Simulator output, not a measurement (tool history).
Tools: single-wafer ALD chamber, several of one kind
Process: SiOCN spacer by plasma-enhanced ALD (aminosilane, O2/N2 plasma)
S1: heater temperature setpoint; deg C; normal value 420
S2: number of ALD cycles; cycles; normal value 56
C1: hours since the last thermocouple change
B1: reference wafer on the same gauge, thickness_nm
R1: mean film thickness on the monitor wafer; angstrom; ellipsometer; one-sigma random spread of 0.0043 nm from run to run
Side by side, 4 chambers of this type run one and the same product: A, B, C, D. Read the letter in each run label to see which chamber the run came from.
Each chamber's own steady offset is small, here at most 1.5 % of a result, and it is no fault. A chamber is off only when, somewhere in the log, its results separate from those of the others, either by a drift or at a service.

run   hour   S1  S2      C1      B1      R1
 1C    8.4  420  56   280.0  3.4286  31.724
 2A   20.8  420  56  1122.4  3.4271  31.730
 3B   31.1  420  56   840.4  3.4283  32.034
 4D   42.8  420  56   999.3  3.4267  31.711
 5D   50.0  420  56  1006.5  3.4275  31.673
 6B   57.8  420  56   867.1  3.4275  32.033
 7C   70.1  420  56   341.7  3.4258  31.606
 8A   79.6  420  56  1181.2  3.4252  31.746
 9C   86.3  420  56   357.9  3.4246  31.488
10B   96.2  420  56   905.5  3.4250  32.009
11A  109.8  420  60  1211.4  3.4237  34.063
12D  116.3  420  60  1072.8  3.4230  33.867
13B  128.0  420  60   937.3  3.4208  34.277
14D  135.5  420  60  1092.0  3.4218  33.810
15A  147.1  420  56  1248.7  3.4208  31.547
16C  158.4  420  56   430.0  3.4196  31.473
17B  172.7  420  56   982.0  3.4200  31.972
18D  179.1  420  49  1135.6  3.4192  27.681
19C  185.4  420  49   457.0  3.4181  27.558
20A  195.9  420  49  1297.5  3.4177  27.684
21B  207.5  420  49  1016.8  3.4150  27.887
22C  215.5  407  53   487.1  3.4159  31.048
23A  222.7  407  53  1324.3  3.4159  31.127
24D  236.6  407  53  1193.1  3.4136  31.131
25A  246.1  407  53  1347.7  3.4140  31.200
26D  255.8  420  56  1212.3  3.4133  31.646
27B  267.6  420  56  1076.9  3.4131  31.888
28C  279.2  405  64   550.8  3.4122  37.644
29C  287.0  405  64   558.6  3.4125  37.650

What goes on in this fleet: one chamber off, a drifting gauge, or nothing beyond the chambers' own small offsets? Name the chamber and the cause, if any.

None of the chambers is off. What moves is the gauge, dragging all their readings along together.
Cause: gauge reads low (%) = 0.563.

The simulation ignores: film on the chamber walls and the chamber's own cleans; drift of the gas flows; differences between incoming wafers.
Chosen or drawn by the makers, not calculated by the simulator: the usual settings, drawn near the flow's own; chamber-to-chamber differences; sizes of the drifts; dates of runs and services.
